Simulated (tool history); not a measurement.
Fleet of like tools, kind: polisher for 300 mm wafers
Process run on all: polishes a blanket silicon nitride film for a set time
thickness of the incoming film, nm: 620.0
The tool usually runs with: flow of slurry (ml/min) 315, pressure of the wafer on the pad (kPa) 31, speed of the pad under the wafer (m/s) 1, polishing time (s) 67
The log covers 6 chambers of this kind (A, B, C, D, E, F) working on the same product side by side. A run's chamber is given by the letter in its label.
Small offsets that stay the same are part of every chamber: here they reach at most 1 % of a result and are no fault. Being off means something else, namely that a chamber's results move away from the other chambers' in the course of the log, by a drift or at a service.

run,hour,flow of slurry (ml/min),pressure of the wafer on the pad (kPa),speed of the pad under the wafer (m/s),polishing time (s),film removed (Å)
1C,7.2,315,31,1,67,1810.9
# hour 9.6: chamber E: head pressure recalibrated
2D,14.9,315,31,1,67,1784.2
3E,22.1,315,31,1,67,1796
# hour 26.9: chamber B: worn pad replaced by a new one
4B,27.5,315,31,1,67,1785.3
# hour 29.8: chamber F: worn pad replaced by a new one
5F,33.5,315,31,1,67,1777.8
# hour 35.8: chamber C: worn pad replaced by a new one
6A,37.8,315,31,1,67,1798.4
7B,45.6,315,31,1,67,1802.9
8E,50.8,315,35.2,1,78,2383.7
9F,58,315,35.2,1,78,2361.5
10A,65.1,315,35.2,1,78,2391
11D,71.3,315,35.2,1,78,2373
12C,77.4,315,35.2,1,78,2401.7
13E,83.4,315,35.2,1,78,2369.1
# hour 85.4: chamber B: slurry nozzle cleaned
14A,92,315,31,1,67,1796.5
15C,96.8,315,31,1,67,1818.3
# hour 100.4: chamber A: worn pad replaced by a new one
# hour 100.5: chamber D: slurry nozzle cleaned
16F,101.7,315,31,1,67,1781.5
17D,108.9,315,31,1,67,1803.8
# hour 110.9: chamber F: slurry nozzle cleaned
# hour 112.3: chamber F: worn pad replaced by a new one
18B,113.7,315,31,1,67,1778.8
# hour 118.5: chamber C: head pressure recalibrated
19B,122.5,315,31,1,67,1781.7
20A,128.2,415,31,1,67,1853
# hour 135.7: chamber D: head pressure recalibrated
21F,137,415,31,1,67,1831.8
# hour 139.5: chamber C: worn pad replaced by a new one
# hour 145.2: chamber B: head pressure recalibrated
22E,146.3,415,31,1,67,1850.2
23C,155,415,31,1,67,1846
24D,163.2,415,31,1,67,2016.3
# hour 165.5: chamber C: slurry nozzle cleaned
25F,169.9,415,31,1,67,1808.5
# hour 173.4: chamber B: worn pad replaced by a new one
26A,175.7,315,31,1,67,1777.6
27C,183.2,315,25.5,0.8,67,1248.9
28B,189.9,315,25.5,0.8,67,1253
29D,197,315,25.5,0.8,67,1344.8
# hour 199.8: chamber E: worn pad replaced by a new one
30E,203.6,315,25.5,0.8,67,1230.4
31E,209.7,315,25.5,0.8,67,1254.8
# hour 210.5: chamber F: worn pad replaced by a new one
# hour 210.9: chamber D: worn pad replaced by a new one
32C,213.9,315,25.5,0.8,67,1236.8
# hour 219.2: chamber A: worn pad replaced by a new one
33D,219.8,315,31,1,67,1951.5
34F,226.5,315,31,1,67,1788.8
35A,233.2,315,31,1,67,1802.3
36B,242.3,315,31,1,67,1790.7

Read the log: is a single chamber off, either drifting away or since a service, is the gauge that measures every chamber drifting, or is nothing wrong beyond small per-chamber offsets? Name any odd chamber and what most likely caused it.

After it was serviced, chamber D no longer matches the other chambers.
Most likely cause: head's pressure above its setpoint, % = 9.09.

Here are 4 candidates for chamber D's next run, each the usual settings with a change, their results left as question marks. Which one brings its results back in line with what the others give on the usual settings?
Counts as in line when no further than this from what the other chambers average on the usual settings: film removed (Å) 42
37D-1,249.2,315,33.8,1,67,?
37D-2,249.2,315,29.6,0.96,63,?
37D-3,249.2,315,29.6,0.98,65,?
37D-4,249.2,315,33.8,1.06,67,?

The mean the other chambers reach with the usual settings: film removed (Å) 1798.3
run,film removed (Å)
37D-1,2134.9
37D-2,1707.5
37D-3,1791.4
37D-4,2238.3
The answer is 37D-3, which returns the chamber to within the allowed miss of the others.

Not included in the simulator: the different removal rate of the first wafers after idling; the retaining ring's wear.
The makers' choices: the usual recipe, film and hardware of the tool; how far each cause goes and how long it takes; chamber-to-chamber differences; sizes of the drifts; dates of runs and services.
